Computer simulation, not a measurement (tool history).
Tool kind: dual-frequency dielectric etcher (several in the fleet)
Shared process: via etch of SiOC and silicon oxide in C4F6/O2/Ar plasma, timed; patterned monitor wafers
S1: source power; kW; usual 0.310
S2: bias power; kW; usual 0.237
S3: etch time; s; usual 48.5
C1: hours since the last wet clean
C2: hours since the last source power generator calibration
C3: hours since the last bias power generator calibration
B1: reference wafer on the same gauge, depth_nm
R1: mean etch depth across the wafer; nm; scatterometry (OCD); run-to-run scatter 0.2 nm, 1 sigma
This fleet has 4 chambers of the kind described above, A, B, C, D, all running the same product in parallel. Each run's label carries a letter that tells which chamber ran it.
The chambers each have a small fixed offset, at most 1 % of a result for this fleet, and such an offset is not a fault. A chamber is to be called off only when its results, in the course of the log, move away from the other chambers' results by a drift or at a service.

Run 1B, hour 4.7: usual settings; C1 134.8; C2 1943.6; C3 1846.4; B1 50.357. Result: R1 54.330 nm.
Run 2A, hour 10.6: usual settings; C1 278.2; C2 1430.7; C3 480.5; B1 50.269. Result: R1 54.306 nm.
Run 3C, hour 13.8: usual settings; C1 485.2; C2 3075.2; C3 1460.4; B1 50.290. Result: R1 54.689 nm.
Run 4D, hour 17.4: usual settings; C1 428.6; C2 1230.8; C3 1799.6; B1 50.251. Result: R1 54.248 nm.
Run 5B, hour 21.8: usual settings; C1 151.9; C2 1960.7; C3 1863.5; B1 50.276. Result: R1 54.495 nm.
Run 6A, hour 25.5: usual settings; C1 293.1; C2 1445.6; C3 495.4; B1 50.313. Result: R1 54.275 nm.
Run 7C, hour 31.7: usual settings but S1 0.380 kW; C1 503.1; C2 3093.1; C3 1478.3; B1 50.254. Result: R1 58.978 nm.
Run 8D, hour 37.4: usual settings but S1 0.380 kW; C1 448.6; C2 1250.8; C3 1819.6; B1 50.322. Result: R1 58.687 nm.
Run 9D, hour 41.2: usual settings but S1 0.380 kW; C1 452.4; C2 1254.6; C3 1823.4; B1 50.349. Result: R1 58.516 nm.
Run 10B, hour 45.5: usual settings but S1 0.380 kW; C1 175.6; C2 1984.4; C3 1887.2; B1 50.320. Result: R1 58.836 nm.
Run 11C, hour 50.2: usual settings; C1 521.6; C2 3111.6; C3 1496.8; B1 50.370. Result: R1 54.909 nm.
Run 12A, hour 54.1: usual settings; C1 321.7; C2 1474.2; C3 524.0; B1 50.354. Result: R1 54.161 nm.
At hour 55.0: chamber D: wet clean of the chamber.
Run 13A, hour 60.9: usual settings; C1 328.5; C2 1481.0; C3 530.8; B1 50.324. Result: R1 54.193 nm.
Run 14B, hour 65.0: usual settings; C1 195.1; C2 2003.9; C3 1906.7; B1 50.258. Result: R1 54.590 nm.
Run 15C, hour 71.1: usual settings; C1 542.5; C2 3132.5; C3 1517.7; B1 50.334. Result: R1 54.759 nm.
Run 16D, hour 74.1: usual settings; C1 19.2; C2 1287.5; C3 1856.3; B1 50.286. Result: R1 54.383 nm.
Run 17D, hour 78.9: usual settings but S1 0.250 kW, S2 0.205 kW; C1 24.0; C2 1292.3; C3 1861.1; B1 50.362. Result: R1 47.356 nm.
Run 18A, hour 82.8: usual settings but S1 0.250 kW, S2 0.205 kW; C1 350.4; C2 1502.9; C3 552.7; B1 50.301. Result: R1 47.808 nm.
Run 19C, hour 86.7: usual settings but S1 0.250 kW, S2 0.205 kW; C1 558.1; C2 3148.1; C3 1533.3; B1 50.306. Result: R1 47.770 nm.
Run 20B, hour 89.7: usual settings but S1 0.250 kW, S2 0.205 kW; C1 219.8; C2 2028.6; C3 1931.4; B1 50.256. Result: R1 48.123 nm.
At hour 93.2: chamber C: wet clean of the chamber.
Run 21C, hour 93.8: usual settings; C1 0.6; C2 3155.2; C3 1540.4; B1 50.295. Result: R1 55.080 nm.
Run 22B, hour 97.1: usual settings; C1 227.2; C2 2036.0; C3 1938.8; B1 50.287. Result: R1 54.579 nm.
Run 23D, hour 100.9: usual settings; C1 46.0; C2 1314.3; C3 1883.1; B1 50.289. Result: R1 54.073 nm.
Run 24A, hour 104.6: usual settings; C1 372.2; C2 1524.7; C3 574.5; B1 50.297. Result: R1 54.458 nm.
Run 25C, hour 109.0: usual settings but S2 0.262 kW; C1 15.8; C2 3170.4; C3 1555.6; B1 50.272. Result: R1 56.332 nm.
Run 26D, hour 112.3: usual settings but S2 0.262 kW; C1 57.4; C2 1325.7; C3 1894.5; B1 50.293. Result: R1 56.051 nm.
Run 27A, hour 117.5: usual settings but S2 0.262 kW; C1 385.1; C2 1537.6; C3 587.4; B1 50.274. Result: R1 56.234 nm.
Run 28B, hour 121.7: usual settings but S2 0.262 kW; C1 251.8; C2 2060.6; C3 1963.4; B1 50.274. Result: R1 56.583 nm.
Run 29C, hour 127.2: usual settings but S3 59.0 s; C1 34.0; C2 3188.6; C3 1573.8; B1 50.308. Result: R1 66.996 nm.
Run 30D, hour 132.3: usual settings but S3 59.0 s; C1 77.4; C2 1345.7; C3 1914.5; B1 50.313. Result: R1 66.072 nm.
Run 31A, hour 137.4: usual settings but S3 59.0 s; C1 405.0; C2 1557.5; C3 607.3; B1 50.285. Result: R1 65.547 nm.

For the next run the whole fleet of 4 chambers uses the same settings. Give each chamber's results:
Run 32A, hour 142.2: usual settings. Result: R1 ?.
Run 32B, hour 142.2: usual settings. Result: R1 ?.
Run 32C, hour 142.2: usual settings. Result: R1 ?.
Run 32D, hour 142.2: usual settings. Result: R1 ?.

run      R1
32A  54.124
32B  54.724
32C  54.462
32D  54.005
